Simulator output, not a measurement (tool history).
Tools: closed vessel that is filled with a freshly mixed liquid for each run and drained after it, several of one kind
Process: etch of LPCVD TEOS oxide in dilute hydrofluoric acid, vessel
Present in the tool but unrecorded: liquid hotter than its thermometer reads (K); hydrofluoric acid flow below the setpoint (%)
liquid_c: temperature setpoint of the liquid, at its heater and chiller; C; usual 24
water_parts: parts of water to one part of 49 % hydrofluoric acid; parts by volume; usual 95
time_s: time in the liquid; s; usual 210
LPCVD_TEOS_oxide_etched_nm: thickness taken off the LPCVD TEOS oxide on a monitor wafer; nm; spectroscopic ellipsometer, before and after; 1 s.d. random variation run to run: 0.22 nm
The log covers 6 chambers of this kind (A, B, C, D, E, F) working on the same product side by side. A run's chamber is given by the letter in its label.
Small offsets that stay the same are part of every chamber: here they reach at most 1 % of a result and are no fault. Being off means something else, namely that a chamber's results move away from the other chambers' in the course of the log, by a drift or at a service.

run	day	liquid_c	water_parts	time_s	hours since the thermometer was replaced	hours since the hydrofluoric acid flow meter was replaced	read-back film thickness of the LPCVD TEOS oxide reference wafer, read on the same gauge (nm)	LPCVD_TEOS_oxide_etched_nm
1B	0.296	24	95	210	264.9	1140.2	150.00	37.159
2D	0.521	24	95	210	195.1	931.9	150.03	38.161
3A	0.733	24	95	210	420.8	1066.2	150.01	37.169
4E	1.029	24	95	210	621.0	625.2	150.03	37.752
5C	1.308	24	95	320	1670.6	516.6	150.04	57.329
6F	1.571	24	95	320	2572.2	1917.7	149.99	56.115
7E	1.833	24	95	320	640.3	644.5	149.99	57.630
8C	2.229	24	95	320	1692.7	538.7	149.98	57.081
9F	2.517	24	95	320	2594.9	1940.4	149.98	56.410
10A	2.967	24	95	320	474.4	1119.8	150.02	57.314
11B	3.425	24	95	210	340.0	1215.3	149.99	36.784
# day 3.750: chamber E: thermometer replaced
12D	3.783	24	95	210	273.4	1010.2	149.99	37.715
13F	4.100	24	95	210	2632.9	1978.4	149.99	37.173
14B	4.375	24	95	210	362.8	1238.1	150.02	37.565
15C	4.842	24	95	210	1755.4	601.4	149.95	37.522
16D	5.267	24	95	210	309.0	1045.8	149.97	37.839
17E	5.504	24	95	210	42.1	732.6	149.99	37.292
18A	5.800	22	125	210	542.4	1187.8	150.00	25.461
# day 5.925: chamber F: hydrofluoric acid flow meter replaced
19A	6.104	22	125	210	549.7	1195.1	149.98	25.166
20E	6.325	22	125	210	61.8	752.3	149.98	25.459
21B	6.538	22	125	210	414.7	1290.0	150.00	25.507
22C	6.746	22	125	210	1801.1	647.1	149.99	25.227
23D	7.117	22	125	210	353.4	1090.2	149.98	25.811
24F	7.567	24	95	210	2716.1	39.4	150.02	37.426
25B	7.838	24	95	210	445.9	1321.2	150.05	38.019
26D	8.267	24	95	210	381.0	1117.8	149.99	37.633
27E	8.633	24	95	210	117.2	807.7	150.02	37.851
28A	8.892	24	95	210	616.6	1262.0	149.97	37.705
29F	9.296	24	95	210	2757.6	80.9	150.02	37.036
30C	9.512	24	95	210	1867.5	713.5	150.03	37.207
31C	9.854	24	95	210	1875.7	721.7	150.01	37.221
32F	10.333	24	95	210	2782.5	105.8	150.03	37.248
33E	10.650	24	95	210	165.6	856.1	150.03	37.269
34B	11.042	24	95	210	522.8	1398.1	149.98	38.826
35D	11.462	24	95	210	457.7	1194.5	150.02	37.872
36A	11.912	24	130	260	689.1	1334.5	149.99	32.507
37E	12.171	24	130	260	202.1	892.6	149.97	32.671

Next, every chamber runs the same settings. What will each give?
38A	12.517	24	95	125				?
38B	12.517	24	95	125				?
38C	12.517	24	95	125				?
38D	12.517	24	95	125				?
38E	12.517	24	95	125				?
38F	12.517	24	95	125				?

run	LPCVD_TEOS_oxide_etched_nm
38A	22.374
38B	23.601
38C	22.075
38D	22.651
38E	22.201
38F	22.027

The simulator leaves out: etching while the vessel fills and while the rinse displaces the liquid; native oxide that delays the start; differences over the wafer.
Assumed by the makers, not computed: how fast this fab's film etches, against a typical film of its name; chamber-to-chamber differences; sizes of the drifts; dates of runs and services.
